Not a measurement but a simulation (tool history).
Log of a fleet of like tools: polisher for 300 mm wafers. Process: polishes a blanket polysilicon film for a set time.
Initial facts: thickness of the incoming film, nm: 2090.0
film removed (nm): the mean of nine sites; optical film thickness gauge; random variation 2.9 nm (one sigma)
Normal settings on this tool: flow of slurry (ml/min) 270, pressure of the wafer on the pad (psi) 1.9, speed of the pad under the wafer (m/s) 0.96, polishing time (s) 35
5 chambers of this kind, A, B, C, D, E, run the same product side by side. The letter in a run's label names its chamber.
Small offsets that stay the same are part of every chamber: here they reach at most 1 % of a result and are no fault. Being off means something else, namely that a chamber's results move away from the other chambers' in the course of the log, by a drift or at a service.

run	day	flow of slurry (ml/min)	pressure of the wafer on the pad (psi)	speed of the pad under the wafer (m/s)	polishing time (s)	film removed (nm)
# day 0.333: chamber E: slurry nozzle cleaned
1D	0.446	270	1.9	0.96	35	205.06
# day 0.575: chamber A: slurry nozzle cleaned
# day 0.783: chamber D: worn pad replaced by a new one
2E	0.800	270	1.9	0.96	35	199.78
# day 0.817: chamber B: worn pad replaced by a new one
# day 0.829: chamber C: slurry nozzle cleaned
3C	1.121	270	1.9	0.96	35	204.89
4A	1.579	270	1.9	0.96	35	208.83
5B	2.025	270	1.9	0.96	35	197.98
6E	2.304	270	1.9	0.96	35	205.77
7C	2.654	270	1.9	0.96	35	208.60
8A	2.962	270	1.9	0.96	35	204.10
# day 3.000: chamber C: worn pad replaced by a new one
9D	3.204	270	1.9	0.96	35	205.55
10B	3.675	315	2.2	0.96	35	243.53
# day 3.700: chamber E: worn pad replaced by a new one
# day 3.738: chamber B: worn pad replaced by a new one
11A	4.154	315	2.2	0.96	35	237.33
12E	4.546	315	2.2	0.96	35	241.89
# day 4.608: chamber A: worn pad replaced by a new one
# day 4.750: chamber A: head pressure recalibrated
13C	4.996	315	2.2	0.96	35	248.26
14D	5.467	315	2.2	0.96	35	243.77
15B	5.821	270	1.9	0.96	35	204.78
# day 6.138: chamber C: worn pad replaced by a new one
16B	6.183	270	1.9	0.96	35	205.29
# day 6.204: chamber D: worn pad replaced by a new one
17C	6.596	270	1.9	0.96	35	203.59
18A	7.046	270	1.9	0.96	35	223.92
# day 7.179: chamber B: worn pad replaced by a new one
19D	7.512	270	1.9	0.96	35	205.20
20E	7.742	270	1.9	0.96	35	204.26
# day 7.750: chamber E: head pressure recalibrated
21E	8.146	270	1.9	0.96	35	202.83
# day 8.283: chamber C: head pressure recalibrated
22C	8.379	270	1.9	0.96	35	199.70
23B	8.629	270	1.9	0.70	35	151.90
24D	9.067	270	1.9	0.70	35	152.16
25A	9.504	270	1.9	0.70	35	167.04
# day 9.671: chamber C: worn pad replaced by a new one
26E	9.900	270	1.9	0.70	35	151.24
# day 9.967: chamber D: head pressure recalibrated
# day 10.225: chamber B: worn pad replaced by a new one
27D	10.325	270	1.9	0.70	35	149.94
28A	10.721	270	1.9	0.96	35	229.65
29B	10.954	270	1.9	0.96	35	210.13
# day 11.100: chamber E: worn pad replaced by a new one
30C	11.292	270	1.9	0.96	35	200.72
31D	11.567	270	1.9	0.96	35	205.55
# day 11.729: chamber B: slurry nozzle cleaned
32E	11.792	270	1.9	0.96	35	209.01
33B	12.204	270	1.9	0.96	35	206.14
34C	12.575	270	1.9	0.96	35	204.15
# day 12.950: chamber A: worn pad replaced by a new one
35A	13.017	270	1.9	0.96	35	225.23
36C	13.408	270	1.9	0.96	35	202.76

Which is it: a chamber that has drifted or been left off by a service, a gauge drift common to all chambers, or only each chamber's usual small offset? If a chamber is off, name it and its likeliest cause.

A service on chamber A put it out of line with the rest.
Cause: head's pressure above its setpoint, % = 10.1.

Which of the 4 candidates below, each the usual settings with something changed and its results left as question marks, puts chamber A back in line with what the other chambers give on the usual settings?
In-line tolerance around the mean of the other chambers on the usual settings: film removed (nm) 10.00
37A-1	13.758	270	1.7	0.96	35	?
37A-2	13.758	270	2.0	1.00	35	?
37A-3	13.758	275	1.9	1.04	38	?
37A-4	13.758	270	1.7	0.88	35	?

What the other chambers average on the usual settings: film removed (nm) 206.55
run	film removed (nm)
37A-1	203.17
37A-2	248.73
37A-3	267.22
37A-4	186.45
The answer is 37A-1, which returns the chamber to within the allowed miss of the others.

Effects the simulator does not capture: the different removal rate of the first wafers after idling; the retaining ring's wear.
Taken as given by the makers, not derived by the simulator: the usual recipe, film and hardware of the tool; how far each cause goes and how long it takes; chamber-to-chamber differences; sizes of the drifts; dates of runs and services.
